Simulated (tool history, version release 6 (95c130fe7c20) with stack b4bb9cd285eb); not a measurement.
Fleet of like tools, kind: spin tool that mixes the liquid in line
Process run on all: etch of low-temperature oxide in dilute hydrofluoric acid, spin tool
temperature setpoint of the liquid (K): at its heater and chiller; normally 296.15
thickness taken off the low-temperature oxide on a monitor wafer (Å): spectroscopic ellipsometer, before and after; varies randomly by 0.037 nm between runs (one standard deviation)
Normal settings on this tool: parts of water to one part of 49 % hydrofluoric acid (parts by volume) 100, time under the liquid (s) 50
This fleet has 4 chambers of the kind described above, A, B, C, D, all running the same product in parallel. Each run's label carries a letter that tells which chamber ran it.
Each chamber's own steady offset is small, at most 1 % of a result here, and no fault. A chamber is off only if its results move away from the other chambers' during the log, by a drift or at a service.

run,hour,temperature setpoint of the liquid (K),parts of water to one part of 49 % hydrofluoric acid (parts by volume),time under the liquid (s),hours since the thermometer was replaced,hours since the hydrofluoric acid flow meter was replaced,"read-back film thickness of the low-temperature oxide reference wafer, read on the same gauge (nm)",thickness taken off the low-temperature oxide on a monitor wafer (Å)
1A,6.2,296.15,100,50,2523.3,408.9,130.01,85.62
2B,13.2,296.15,100,50,915,2292,129.99,86.917
3C,21.2,296.15,100,50,782.8,815.1,130.01,85.924
4D,28.2,296.15,100,50,999.3,200.5,130,85.975
5B,37.2,296.15,100,50,939,2316,129.99,86.646
6A,46.8,296.15,100,50,2563.9,449.5,130,86.085
7C,53.7,296.15,100,50,815.3,847.6,129.96,87.016
8D,63.4,296.15,100,50,1034.5,235.7,130.01,85.937
9C,72.8,296.15,100,50,834.4,866.7,130,87.895
# hour 73.6: chamber D: thermometer replaced
10B,79,296.15,100,50,980.8,2357.8,129.99,86.403
11A,89,296.15,100,50,2606.1,491.7,130,85.989
12D,99.1,296.15,100,50,25.6,271.4,130.02,85.974
13A,105.8,296.15,135,80,2622.9,508.5,130.01,97.627
14D,115.2,296.15,135,80,41.7,287.5,130.01,97.5
15C,124.5,296.15,135,80,886.1,918.4,130,102.5
16B,130.5,296.15,135,80,1032.3,2409.3,129.96,98.076
17B,141,296.15,100,50,1042.8,2419.8,129.98,86.481
18D,146.9,296.15,100,50,73.4,319.2,129.98,86.473
19C,154.9,296.15,100,50,916.5,948.8,130,89.693
20A,163.1,296.15,100,50,2680.2,565.8,130.01,85.593
21A,169.7,296.15,100,50,2686.8,572.4,129.99,86.04
# hour 172.7: chamber A: thermometer replaced
22B,178,296.15,100,50,1079.8,2456.8,130.02,86.687
23D,186.2,294.65,100,50,112.7,358.5,130.03,81.227
24C,196.2,294.65,100,50,957.8,990.1,129.99,85.45
25A,201,294.65,100,50,28.4,603.7,129.99,80.909

Next, all 4 chambers run the settings below, one line each with question marks for the results. What does each chamber give?
26A,208.8,296.15,145,50,,,,?
26B,208.8,296.15,145,50,,,,?
26C,208.8,296.15,145,50,,,,?
26D,208.8,296.15,145,50,,,,?

run,thickness taken off the low-temperature oxide on a monitor wafer (Å)
26A,55.992
26B,55.805
26C,60.369
26D,56.243
